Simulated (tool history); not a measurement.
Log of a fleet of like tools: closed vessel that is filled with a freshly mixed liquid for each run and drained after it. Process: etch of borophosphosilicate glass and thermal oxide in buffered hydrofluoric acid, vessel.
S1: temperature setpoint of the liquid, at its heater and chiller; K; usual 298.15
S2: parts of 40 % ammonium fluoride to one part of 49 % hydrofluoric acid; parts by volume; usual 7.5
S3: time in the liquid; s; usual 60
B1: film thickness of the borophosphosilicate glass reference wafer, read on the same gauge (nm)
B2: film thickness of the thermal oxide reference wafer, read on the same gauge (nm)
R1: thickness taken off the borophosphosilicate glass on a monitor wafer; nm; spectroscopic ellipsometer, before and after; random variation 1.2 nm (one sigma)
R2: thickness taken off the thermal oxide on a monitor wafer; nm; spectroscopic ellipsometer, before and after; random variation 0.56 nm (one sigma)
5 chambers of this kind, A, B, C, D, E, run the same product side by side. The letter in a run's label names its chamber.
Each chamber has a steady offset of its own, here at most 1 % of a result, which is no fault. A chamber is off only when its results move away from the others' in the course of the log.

{"run": "1B", "hour": 3.7, "S1": 298.15, "S2": 7.5, "S3": 60, "B1": 120.02, "B2": 110, "R1": 149.08, "R2": 91.865}
{"run": "2A", "hour": 8.0, "S1": 298.15, "S2": 7.5, "S3": 60, "B1": 120.02, "B2": 110.01, "R1": 148.49, "R2": 92.07}
{"run": "3E", "hour": 11.3, "S1": 298.15, "S2": 7.5, "S3": 60, "B1": 120.01, "B2": 110, "R1": 147.35, "R2": 92.088}
{"run": "4C", "hour": 13.6, "S1": 298.15, "S2": 7.5, "S3": 60, "B1": 119.99, "B2": 110.01, "R1": 149.75, "R2": 91.531}
{"run": "5D", "hour": 18.0, "S1": 298.15, "S2": 7.5, "S3": 60, "B1": 120, "B2": 110, "R1": 149.84, "R2": 90.723}
{"run": "6C", "hour": 20.2, "S1": 302.65, "S2": 6, "S3": 60, "B1": 120.01, "B2": 109.98, "R1": 231.54, "R2": 144.33}
{"run": "7E", "hour": 23.8, "S1": 302.65, "S2": 6, "S3": 60, "B1": 119.99, "B2": 110.01, "R1": 229.99, "R2": 144.1}
{"run": "8B", "hour": 26.3, "S1": 302.65, "S2": 6, "S3": 60, "B1": 120, "B2": 109.97, "R1": 235.42, "R2": 146.63}
{"run": "9D", "hour": 29.3, "S1": 302.65, "S2": 6, "S3": 60, "B1": 119.99, "B2": 109.99, "R1": 233.82, "R2": 142.57}
{"run": "10A", "hour": 32.4, "S1": 302.65, "S2": 6, "S3": 60, "B1": 120.01, "B2": 110, "R1": 229.94, "R2": 142.95}
{"run": "11D", "hour": 34.8, "S1": 298.15, "S2": 7.5, "S3": 60, "B1": 120.01, "B2": 110.01, "R1": 148.52, "R2": 91.6}
{"run": "12E", "hour": 38.6, "S1": 293.65, "S2": 9.5, "S3": 60, "B1": 120.01, "B2": 109.99, "R1": 92.896, "R2": 57.147}
{"run": "13B", "hour": 41.4, "S1": 293.65, "S2": 9.5, "S3": 60, "B1": 119.99, "B2": 109.98, "R1": 94.749, "R2": 56.643}
{"run": "14A", "hour": 45.4, "S1": 293.65, "S2": 9.5, "S3": 60, "B1": 119.98, "B2": 109.99, "R1": 92.491, "R2": 56.896}
{"run": "15C", "hour": 47.6, "S1": 293.65, "S2": 9.5, "S3": 60, "B1": 120.01, "B2": 109.99, "R1": 92.077, "R2": 57.162}
{"run": "16C", "hour": 50.9, "S1": 293.65, "S2": 9.5, "S3": 60, "B1": 119.99, "B2": 110.03, "R1": 92.465, "R2": 57.258}
{"run": "17D", "hour": 53.0, "S1": 298.15, "S2": 7.5, "S3": 60, "B1": 120, "B2": 110.03, "R1": 149.83, "R2": 91.627}
{"run": "18E", "hour": 57.4, "S1": 295.65, "S2": 7.5, "S3": 80, "B1": 120, "B2": 110.02, "R1": 170.45, "R2": 105.49}
{"run": "19B", "hour": 59.9, "S1": 295.65, "S2": 7.5, "S3": 80, "B1": 120, "B2": 109.99, "R1": 173.87, "R2": 107.61}
{"run": "20A", "hour": 63.6, "S1": 295.65, "S2": 7.5, "S3": 80, "B1": 120.01, "B2": 110.01, "R1": 175.73, "R2": 106.72}
{"run": "21E", "hour": 67.3, "S1": 295.65, "S2": 7.5, "S3": 80, "B1": 120.01, "B2": 110, "R1": 171.07, "R2": 106.93}
{"run": "22D", "hour": 70.6, "S1": 295.65, "S2": 7.5, "S3": 80, "B1": 120.01, "B2": 110.02, "R1": 173.78, "R2": 106.36}
{"run": "23A", "hour": 74.8, "S1": 298.15, "S2": 7.5, "S3": 60, "B1": 120, "B2": 110, "R1": 148.53, "R2": 91.829}
{"run": "24B", "hour": 77.0, "S1": 298.15, "S2": 7.5, "S3": 60, "B1": 120, "B2": 110.02, "R1": 149.97, "R2": 92.218}
{"run": "25C", "hour": 81.0, "S1": 298.15, "S2": 7.5, "S3": 60, "B1": 120.01, "B2": 110.02, "R1": 149.89, "R2": 91.455}
{"run": "26B", "hour": 85.4, "S1": 298.15, "S2": 7.5, "S3": 60, "B1": 119.98, "B2": 110, "R1": 149.83, "R2": 91.94}
{"run": "27D", "hour": 87.9, "S1": 298.15, "S2": 7.5, "S3": 60, "B1": 119.99, "B2": 109.99, "R1": 149.19, "R2": 91.944}
{"run": "28A", "hour": 90.3, "S1": 298.15, "S2": 7.5, "S3": 60, "B1": 120, "B2": 110.01, "R1": 151.16, "R2": 91.901}
{"run": "29E", "hour": 92.7, "S1": 298.15, "S2": 7.5, "S3": 60, "B1": 119.98, "B2": 109.99, "R1": 147.93, "R2": 90.906}
{"run": "30C", "hour": 95.2, "S1": 298.15, "S2": 7.5, "S3": 60, "B1": 119.99, "B2": 110.02, "R1": 146.84, "R2": 91.671}
{"run": "31E", "hour": 99.5, "S1": 298.15, "S2": 7.5, "S3": 60, "B1": 119.98, "B2": 110, "R1": 146.53, "R2": 90.575}
{"run": "32A", "hour": 102.1, "S1": 298.15, "S2": 7.5, "S3": 60, "B1": 120, "B2": 109.96, "R1": 150.06, "R2": 91.856}
{"run": "33C", "hour": 106.5, "S1": 298.15, "S2": 7.5, "S3": 60, "B1": 119.99, "B2": 109.99, "R1": 146.97, "R2": 91.163}
{"run": "34D", "hour": 110.1, "S1": 298.15, "S2": 10, "S3": 60, "B1": 120, "B2": 110.02, "R1": 114.16, "R2": 70.101}
{"run": "35B", "hour": 112.6, "S1": 298.15, "S2": 10, "S3": 60, "B1": 119.99, "B2": 109.98, "R1": 115.06, "R2": 71.455}
{"run": "36B", "hour": 115.9, "S1": 298.15, "S2": 10, "S3": 60, "B1": 120.01, "B2": 110.01, "R1": 116.54, "R2": 71.197}
{"run": "37A", "hour": 119.4, "S1": 298.15, "S2": 10, "S3": 60, "B1": 120.01, "B2": 110, "R1": 114.37, "R2": 71.753}
{"run": "38E", "hour": 122.3, "S1": 298.15, "S2": 10, "S3": 60, "B1": 119.98, "B2": 110.02, "R1": 114.1, "R2": 70.716}
{"run": "39D", "hour": 126.1, "S1": 298.15, "S2": 7.5, "S3": 60, "B1": 120, "B2": 109.97, "R1": 150.81, "R2": 91.31}
{"run": "40C", "hour": 130.7, "S1": 298.15, "S2": 7.5, "S3": 60, "B1": 119.99, "B2": 109.96, "R1": 148.38, "R2": 91.735}
{"run": "41C", "hour": 135.1, "S1": 298.15, "S2": 7.5, "S3": 60, "B1": 119.97, "B2": 110.04, "R1": 147.24, "R2": 91.462}
{"run": "42E", "hour": 138.9, "S1": 298.15, "S2": 7.5, "S3": 60, "B1": 120.01, "B2": 109.99, "R1": 146.57, "R2": 90.925}
{"run": "43B", "hour": 142.4, "S1": 298.15, "S2": 7.5, "S3": 60, "B1": 120, "B2": 110, "R1": 148.95, "R2": 92.433}
{"run": "44D", "hour": 146.6, "S1": 298.15, "S2": 7.5, "S3": 60, "B1": 120.01, "B2": 109.96, "R1": 151.35, "R2": 91.564}

All 5 chambers run these settings next. Forecast each chamber's results:
{"run": "45A", "hour": 149.8, "S1": 298.15, "S2": 7.5, "S3": 60, "R1": "?", "R2": "?"}
{"run": "45B", "hour": 149.8, "S1": 298.15, "S2": 7.5, "S3": 60, "R1": "?", "R2": "?"}
{"run": "45C", "hour": 149.8, "S1": 298.15, "S2": 7.5, "S3": 60, "R1": "?", "R2": "?"}
{"run": "45D", "hour": 149.8, "S1": 298.15, "S2": 7.5, "S3": 60, "R1": "?", "R2": "?"}
{"run": "45E", "hour": 149.8, "S1": 298.15, "S2": 7.5, "S3": 60, "R1": "?", "R2": "?"}

run=45A R1=150.15 R2=92.344
run=45B R1=151.07 R2=91.546
run=45C R1=147.94 R2=91.95
run=45D R1=148.92 R2=91.559
run=45E R1=148.44 R2=90.879
